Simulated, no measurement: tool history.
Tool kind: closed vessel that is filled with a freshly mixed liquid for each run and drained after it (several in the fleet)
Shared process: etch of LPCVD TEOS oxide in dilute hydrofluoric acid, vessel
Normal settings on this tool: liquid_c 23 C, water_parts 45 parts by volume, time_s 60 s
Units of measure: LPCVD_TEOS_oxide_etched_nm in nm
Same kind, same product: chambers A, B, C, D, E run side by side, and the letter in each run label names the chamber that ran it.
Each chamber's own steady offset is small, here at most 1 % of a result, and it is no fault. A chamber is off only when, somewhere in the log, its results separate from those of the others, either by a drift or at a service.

run,hour,liquid_c,water_parts,time_s,hours since the thermometer was replaced,hours since the hydrofluoric acid flow meter was replaced,"read-back film thickness of the LPCVD TEOS oxide reference wafer, read on the same gauge (nm)",LPCVD_TEOS_oxide_etched_nm
1C,11.2,23,45,60,591.3,1097.5,119.99,77.449
2E,19.1,23,45,60,583.8,1376.7,119.97,76.431
3B,26.2,23,45,60,1012.5,416,119.99,77.164
4A,35.4,23,45,60,900.4,1139.4,119.99,77.14
5D,46.2,23,45,60,1744.8,143.3,120,76.169
6E,52.5,23,45,60,617.2,1410.1,119.99,76.451
7A,63.7,23,45,60,928.7,1167.7,119.99,78.132
8B,69.5,18.5,45,60,1055.8,459.3,120,63.186
9C,79.3,18.5,45,60,659.4,1165.6,119.96,64.014
10D,89.6,18.5,45,60,1788.2,186.7,119.99,64.013
11C,94.9,18.5,45,60,675,1181.2,120,64.342
12B,100.7,18.5,45,60,1087,490.5,120,63.328
13D,111.4,23,45,60,1810,208.5,120,77.985
14E,117,23,45,60,681.7,1474.6,120,77.127
15A,126.4,23,45,60,991.4,1230.4,120.01,79.925
16C,133.6,23,45,60,713.7,1219.9,120.01,77.292
17E,144.6,23,45,60,709.3,1502.2,119.99,77.112
18A,150.8,23,45,60,1015.8,1254.8,119.98,81.274
19D,157.8,23,45,60,1856.4,254.9,119.98,78.18
20B,163.5,23,45,60,1149.8,553.3,119.99,77.615
21D,172,23,60,30,1870.6,269.1,120,28.454
22C,178.4,23,60,30,758.5,1264.7,119.99,28.575
23E,185.5,23,60,30,750.2,1543.1,120.02,28.483
24A,190.7,23,60,30,1055.7,1294.7,119.99,30.202
25B,199.9,23,60,30,1186.2,589.7,120,28.219
26A,205.8,23,45,60,1070.8,1309.8,120.02,81.539
27C,211.3,23,60,45,791.4,1297.6,120,42.61
28B,222,23,60,45,1208.3,611.8,119.97,42.807
29D,228.7,23,60,45,1927.3,325.8,120,42.952
30E,238.6,23,60,45,803.3,1596.2,119.98,42.464
31B,248.5,23,60,45,1234.8,638.3,120,42.31
32A,259,23,45,60,1124,1363,120.02,84.368
33E,267,23,45,60,831.7,1624.6,120,77.011
34C,273.4,23,45,60,853.5,1359.7,120.01,78.705
35D,284.7,23,45,60,1983.3,381.8,120.04,76.628

Has any chamber moved away from the others, gradually or after a service, or does the common gauge drift, or do the chambers differ only by their own small steady offsets? State the chamber and the most likely cause if one applies.

One chamber, A, drifts off from the rest bit by bit.
Most likely cause: liquid hotter than its thermometer reads (K) = 2.35.
The log may not tell that from: hydrofluoric acid flow above the setpoint (%).

Which of the 4 candidates below, each the usual settings with something changed and its results left as question marks, puts chamber A back in line with what the other chambers give on the usual settings?
Maximum distance from the other chambers' mean on the usual settings for a result to count as in line: LPCVD_TEOS_oxide_etched_nm 2.5 nm
36A-1,292.9,22,45,60,,,,?
36A-2,292.9,24,45,60,,,,?
36A-3,292.9,23.5,45,65,,,,?
36A-4,292.9,22.5,45,55,,,,?

Average result of the remaining chambers running the usual settings: LPCVD_TEOS_oxide_etched_nm 77.129 nm
run,LPCVD_TEOS_oxide_etched_nm
36A-1,82.295
36A-2,89.343
36A-3,94.841
36A-4,77.004
36A-4 puts the chamber back in line with the other chambers.
